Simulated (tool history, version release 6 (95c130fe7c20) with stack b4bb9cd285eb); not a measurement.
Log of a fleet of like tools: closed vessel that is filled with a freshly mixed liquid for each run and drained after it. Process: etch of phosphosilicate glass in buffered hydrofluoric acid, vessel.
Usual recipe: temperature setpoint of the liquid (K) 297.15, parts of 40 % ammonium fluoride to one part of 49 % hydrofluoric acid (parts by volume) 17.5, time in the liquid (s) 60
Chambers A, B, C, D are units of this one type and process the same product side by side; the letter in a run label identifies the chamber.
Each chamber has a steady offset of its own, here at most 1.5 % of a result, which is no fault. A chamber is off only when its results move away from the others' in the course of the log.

| run | hour | temperature setpoint of the liquid (K) | parts of 40 % ammonium fluoride to one part of 49 % hydrofluoric acid (parts by volume) | time in the liquid (s) | read-back film thickness of the phosphosilicate glass reference wafer, read on the same gauge (nm) | thickness taken off the phosphosilicate glass on a monitor wafer (nm) |
|---|---|---|---|---|---|---|
| 1D | 4.9 | 297.15 | 17.5 | 60 | 110.03 | 294.81 |
| 2B | 16 | 297.15 | 17.5 | 60 | 110.01 | 298.31 |
| 3A | 24.3 | 297.15 | 17.5 | 60 | 110.03 | 303.68 |
| 4C | 29.9 | 297.15 | 17.5 | 60 | 109.97 | 294.39 |
| 5A | 37.7 | 297.15 | 17.5 | 60 | 109.98 | 299 |
| 6C | 47.6 | 297.15 | 17.5 | 60 | 109.99 | 298.01 |
| 7B | 53.5 | 297.15 | 17.5 | 60 | 110 | 300.45 |
| 8D | 62.6 | 297.15 | 17.5 | 60 | 109.97 | 295.37 |
| 9D | 70.1 | 297.15 | 17.5 | 60 | 109.97 | 294.18 |
| 10C | 81.1 | 297.15 | 17.5 | 60 | 110.02 | 296.97 |
| 11B | 88.2 | 297.15 | 17.5 | 45 | 110.01 | 225.93 |
| 12A | 97.6 | 297.15 | 17.5 | 45 | 109.99 | 227.76 |
| 13C | 108 | 297.15 | 17.5 | 45 | 110.01 | 218.86 |
| 14D | 118.2 | 297.15 | 17.5 | 45 | 110.01 | 218.88 |
| 15A | 128 | 297.15 | 17.5 | 60 | 110 | 302.83 |
| 16B | 139.1 | 297.15 | 23 | 60 | 110.04 | 236.76 |
| 17C | 144.5 | 297.15 | 23 | 60 | 110.02 | 239.47 |
| 18A | 152.8 | 297.15 | 23 | 60 | 110.02 | 238.8 |
| 19D | 159.3 | 297.15 | 23 | 60 | 110.01 | 232.81 |
|  | 159.8 | chamber A: thermometer replaced |
| 20B | 165 | 297.15 | 17.5 | 60 | 109.99 | 297.44 |
| 21A | 172.3 | 297.15 | 17.5 | 60 | 110 | 298.09 |
| 22C | 177.8 | 297.15 | 17.5 | 60 | 109.99 | 302.79 |
| 23B | 187.6 | 297.15 | 17.5 | 60 | 110 | 301.96 |
|  | 188.1 | chamber A: hydrofluoric acid flow meter replaced |
| 24D | 198.3 | 297.15 | 17.5 | 60 | 109.99 | 294.75 |
| 25D | 203.7 | 297.15 | 17.5 | 60 | 109.98 | 290.16 |
| 26C | 212.3 | 297.15 | 17.5 | 60 | 110 | 313.27 |
| 27A | 220.5 | 297.15 | 17.5 | 60 | 110.01 | 298.2 |
| 28B | 226.9 | 297.15 | 17.5 | 60 | 110 | 301.02 |
| 29C | 236.2 | 297.15 | 17.5 | 60 | 110.02 | 309.82 |
| 30D | 242.8 | 297.15 | 17.5 | 60 | 109.96 | 296.18 |
| 31B | 249.9 | 297.15 | 17.5 | 60 | 109.99 | 299.5 |
| 32A | 256.7 | 297.15 | 17.5 | 60 | 110 | 299.74 |
| 33C | 267.4 | 297.15 | 17.5 | 60 | 110.03 | 313.84 |
| 34D | 277.1 | 297.15 | 17.5 | 60 | 109.99 | 293.22 |
| 35B | 285.7 | 297.15 | 17.5 | 60 | 110.01 | 292.89 |
| 36A | 291.8 | 297.15 | 17.5 | 60 | 110.01 | 305.5 |
| 37D | 299.6 | 297.15 | 17.5 | 60 | 110.01 | 291.12 |

For the next run the whole fleet of 4 chambers uses the same settings. Give each chamber's results:
| 38A | 307.6 | 297.15 | 17.5 | 60 |  | ? |
| 38B | 307.6 | 297.15 | 17.5 | 60 |  | ? |
| 38C | 307.6 | 297.15 | 17.5 | 60 |  | ? |
| 38D | 307.6 | 297.15 | 17.5 | 60 |  | ? |

| run | thickness taken off the phosphosilicate glass on a monitor wafer (nm) |
|---|---|
| 38A | 301.52 |
| 38B | 299.24 |
| 38C | 316.56 |
| 38D | 297.09 |
